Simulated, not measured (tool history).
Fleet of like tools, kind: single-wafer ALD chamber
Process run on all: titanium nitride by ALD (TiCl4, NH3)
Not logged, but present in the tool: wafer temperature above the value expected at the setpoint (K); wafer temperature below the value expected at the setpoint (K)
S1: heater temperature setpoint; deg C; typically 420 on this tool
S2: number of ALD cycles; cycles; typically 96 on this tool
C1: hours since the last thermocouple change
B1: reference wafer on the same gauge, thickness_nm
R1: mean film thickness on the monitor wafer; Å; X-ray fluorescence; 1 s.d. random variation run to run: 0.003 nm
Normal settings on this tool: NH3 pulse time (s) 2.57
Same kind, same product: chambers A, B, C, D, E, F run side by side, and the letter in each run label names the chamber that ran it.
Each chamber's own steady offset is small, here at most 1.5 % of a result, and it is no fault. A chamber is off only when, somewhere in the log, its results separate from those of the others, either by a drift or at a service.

Run 1C, hour 8.6: usual settings; C1 3177.5; B1 2.4902. Result: R1 21.267 Å.
Run 2A, hour 16.4: usual settings; C1 503.9; B1 2.4903. Result: R1 21.448 Å.
At hour 23.6: chamber C: thermocouple changed; heater temperature recalibrated.
Run 3E, hour 25.3: usual settings; C1 713.3; B1 2.4907. Result: R1 21.34 Å.
Run 4F, hour 34.3: usual settings; C1 662.6; B1 2.4919. Result: R1 21.436 Å.
Run 5D, hour 38.7: usual settings; C1 662.6; B1 2.4918. Result: R1 21.362 Å.
Run 6B, hour 46.5: usual settings but S1 428 deg C; C1 497.3; B1 2.4927. Result: R1 21.328 Å.
Run 7C, hour 55.4: usual settings but S1 428 deg C; C1 31.9; B1 2.4932. Result: R1 21.318 Å.
Run 8E, hour 61: usual settings but S1 428 deg C; C1 749; B1 2.4936. Result: R1 21.441 Å.
Run 9B, hour 67.2: usual settings but S1 428 deg C; C1 518; B1 2.493. Result: R1 21.355 Å.
Run 10F, hour 71.8: usual settings but S1 428 deg C; C1 700.1; B1 2.4932. Result: R1 21.426 Å.
Run 11D, hour 80: usual settings but S1 428 deg C; C1 703.9; B1 2.4942. Result: R1 21.49 Å.
Run 12A, hour 84.3: usual settings; C1 571.8; B1 2.4945. Result: R1 21.453 Å.
Run 13D, hour 89: usual settings but NH3 pulse time (s) 3.06; C1 712.9; B1 2.4952. Result: R1 21.573 Å.
Run 14F, hour 96.6: usual settings but NH3 pulse time (s) 3.06; C1 724.9; B1 2.494. Result: R1 21.589 Å.
Run 15E, hour 103.8: usual settings but NH3 pulse time (s) 3.06; C1 791.8; B1 2.4951. Result: R1 21.492 Å.
Run 16C, hour 111.6: usual settings but NH3 pulse time (s) 3.06; C1 88.1; B1 2.4965. Result: R1 21.37 Å.
Run 17B, hour 119.4: usual settings but NH3 pulse time (s) 3.06; C1 570.2; B1 2.4958. Result: R1 21.408 Å.
Run 18A, hour 127.4: usual settings but NH3 pulse time (s) 3.06; C1 614.9; B1 2.4951. Result: R1 21.577 Å.
Run 19E, hour 135.7: usual settings; C1 823.7; B1 2.4963. Result: R1 21.436 Å.
Run 20A, hour 144.7: usual settings; C1 632.2; B1 2.4978. Result: R1 21.487 Å.
Run 21D, hour 149: usual settings; C1 772.9; B1 2.498. Result: R1 21.474 Å.
Run 22F, hour 155.6: usual settings; C1 783.9; B1 2.4976. Result: R1 21.444 Å.
Run 23C, hour 162.4: usual settings; C1 138.9; B1 2.4983. Result: R1 21.289 Å.
Run 24B, hour 167.2: usual settings but NH3 pulse time (s) 2.16; C1 618; B1 2.4995. Result: R1 21.255 Å.
Run 25F, hour 173.5: usual settings but NH3 pulse time (s) 2.16; C1 801.8; B1 2.4987. Result: R1 21.397 Å.
Run 26C, hour 177.4: usual settings but NH3 pulse time (s) 2.16; C1 153.9; B1 2.4984. Result: R1 21.231 Å.
Run 27E, hour 184.8: usual settings but NH3 pulse time (s) 2.16; C1 872.8; B1 2.4994. Result: R1 21.329 Å.
Run 28A, hour 191.9: usual settings but NH3 pulse time (s) 2.16; C1 679.4; B1 2.4999. Result: R1 21.455 Å.
Run 29B, hour 198.4: usual settings but NH3 pulse time (s) 2.16; C1 649.2; B1 2.5004. Result: R1 21.233 Å.
Run 30D, hour 206.4: usual settings but S1 415 deg C, NH3 pulse time (s) 1.78; C1 830.3; B1 2.5004. Result: R1 21.256 Å.
Run 31B, hour 215.4: usual settings but S1 415 deg C, NH3 pulse time (s) 1.78; C1 666.2; B1 2.5009. Result: R1 21.113 Å.
Run 32C, hour 223.9: usual settings but S1 415 deg C, NH3 pulse time (s) 1.78; C1 200.4; B1 2.5016. Result: R1 21.107 Å.
Run 33F, hour 232.2: usual settings but S1 415 deg C, NH3 pulse time (s) 1.78; C1 860.5; B1 2.502. Result: R1 21.258 Å.
Run 34D, hour 236.9: usual settings but S1 415 deg C, NH3 pulse time (s) 1.78; C1 860.8; B1 2.502. Result: R1 21.264 Å.
Run 35A, hour 245.8: usual settings but S1 415 deg C, NH3 pulse time (s) 1.78; C1 733.3; B1 2.5029. Result: R1 21.281 Å.
Run 36E, hour 251.4: usual settings; C1 939.4; B1 2.5026. Result: R1 21.489 Å.
Run 37B, hour 257.7: usual settings; C1 708.5; B1 2.5038. Result: R1 21.371 Å.
Run 38A, hour 263.8: usual settings; C1 751.3; B1 2.5031. Result: R1 21.515 Å.
Run 39C, hour 270.8: usual settings; C1 247.3; B1 2.5045. Result: R1 21.38 Å.

All 6 chambers run these settings next. Forecast each chamber's results:
Run 40A, hour 277.2: usual settings. Result: R1 ?.
Run 40B, hour 277.2: usual settings. Result: R1 ?.
Run 40C, hour 277.2: usual settings. Result: R1 ?.
Run 40D, hour 277.2: usual settings. Result: R1 ?.
Run 40E, hour 277.2: usual settings. Result: R1 ?.
Run 40F, hour 277.2: usual settings. Result: R1 ?.

run      R1
40A  21.545
40B  21.422
40C  21.341
40D  21.463
40E  21.516
40F  21.561
